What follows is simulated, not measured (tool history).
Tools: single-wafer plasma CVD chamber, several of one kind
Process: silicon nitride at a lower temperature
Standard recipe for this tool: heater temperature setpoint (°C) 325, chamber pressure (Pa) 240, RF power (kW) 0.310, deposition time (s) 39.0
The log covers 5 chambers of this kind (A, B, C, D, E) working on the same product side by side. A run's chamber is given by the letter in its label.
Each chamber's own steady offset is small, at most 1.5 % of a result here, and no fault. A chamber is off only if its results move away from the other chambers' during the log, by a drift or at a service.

run,hour,heater temperature setpoint (°C),chamber pressure (Pa),RF power (kW),deposition time (s),"read-back reference wafer on the same gauge, thickness_nm",mean film thickness on the monitor wafer (nm)
1A,3.5,325,240,0.310,39.0,39.225,48.561
2D,7.8,325,240,0.310,39.0,39.181,48.897
3E,9.8,325,240,0.310,39.0,39.236,47.821
4C,12.6,325,240,0.310,39.0,39.198,48.548
5B,16.1,317,240,0.370,39.0,39.184,55.083
6E,20.2,317,240,0.370,39.0,39.181,53.915
7C,22.5,317,240,0.370,39.0,39.247,54.665
8A,25.1,317,240,0.370,39.0,39.231,55.540
9B,27.9,317,240,0.370,39.0,39.238,55.418
10D,31.2,325,240,0.310,39.0,39.170,48.925
11C,35.1,325,240,0.310,39.0,39.155,48.718
12D,37.4,325,240,0.310,39.0,39.195,49.000
13B,40.3,325,240,0.310,39.0,39.169,49.160
14E,42.4,325,240,0.310,39.0,39.252,48.261
15A,45.5,325,240,0.310,39.0,39.245,48.739
16B,49.5,325,240,0.310,39.0,39.172,49.416
17E,51.5,325,240,0.310,39.0,39.252,48.107
18D,53.5,325,240,0.310,39.0,39.211,49.337
19C,57.9,325,240,0.310,39.0,39.175,48.526
20A,60.6,325,240,0.310,39.0,39.172,48.714
21C,64.4,325,240,0.310,39.0,39.208,48.808
22B,68.4,325,240,0.310,39.0,39.208,49.357
23A,72.8,325,240,0.310,39.0,39.154,48.923
24E,76.0,325,240,0.310,39.0,39.182,47.930
25D,78.2,325,240,0.310,39.0,39.257,48.747
26D,82.5,325,240,0.310,39.0,39.173,48.819
27A,86.1,325,240,0.310,39.0,39.186,48.920
28C,90.0,325,240,0.310,39.0,39.172,48.342
29E,92.0,320,240,0.310,42.5,39.207,52.461
30B,96.0,320,240,0.310,42.5,39.215,53.797
31D,100.0,320,240,0.310,42.5,39.208,53.663
32A,102.4,320,240,0.310,42.5,39.191,53.538
33B,105.8,320,240,0.310,42.5,39.195,53.605
34C,108.6,325,240,0.310,39.0,39.173,48.551
35E,111.0,325,240,0.310,39.0,39.199,48.190
36E,113.2,325,240,0.310,39.0,39.177,48.345
37B,116.4,325,240,0.310,39.0,39.235,48.892

All chambers now run identical settings, listed one chamber a line with results as question marks. What results will each chamber show?
38A,119.6,325,240,0.310,39.0,,?
38B,119.6,325,240,0.310,39.0,,?
38C,119.6,325,240,0.310,39.0,,?
38D,119.6,325,240,0.310,39.0,,?
38E,119.6,325,240,0.310,39.0,,?

run,mean film thickness on the monitor wafer (nm)
38A,49.144
38B,49.355
38C,48.228
38D,49.004
38E,48.061

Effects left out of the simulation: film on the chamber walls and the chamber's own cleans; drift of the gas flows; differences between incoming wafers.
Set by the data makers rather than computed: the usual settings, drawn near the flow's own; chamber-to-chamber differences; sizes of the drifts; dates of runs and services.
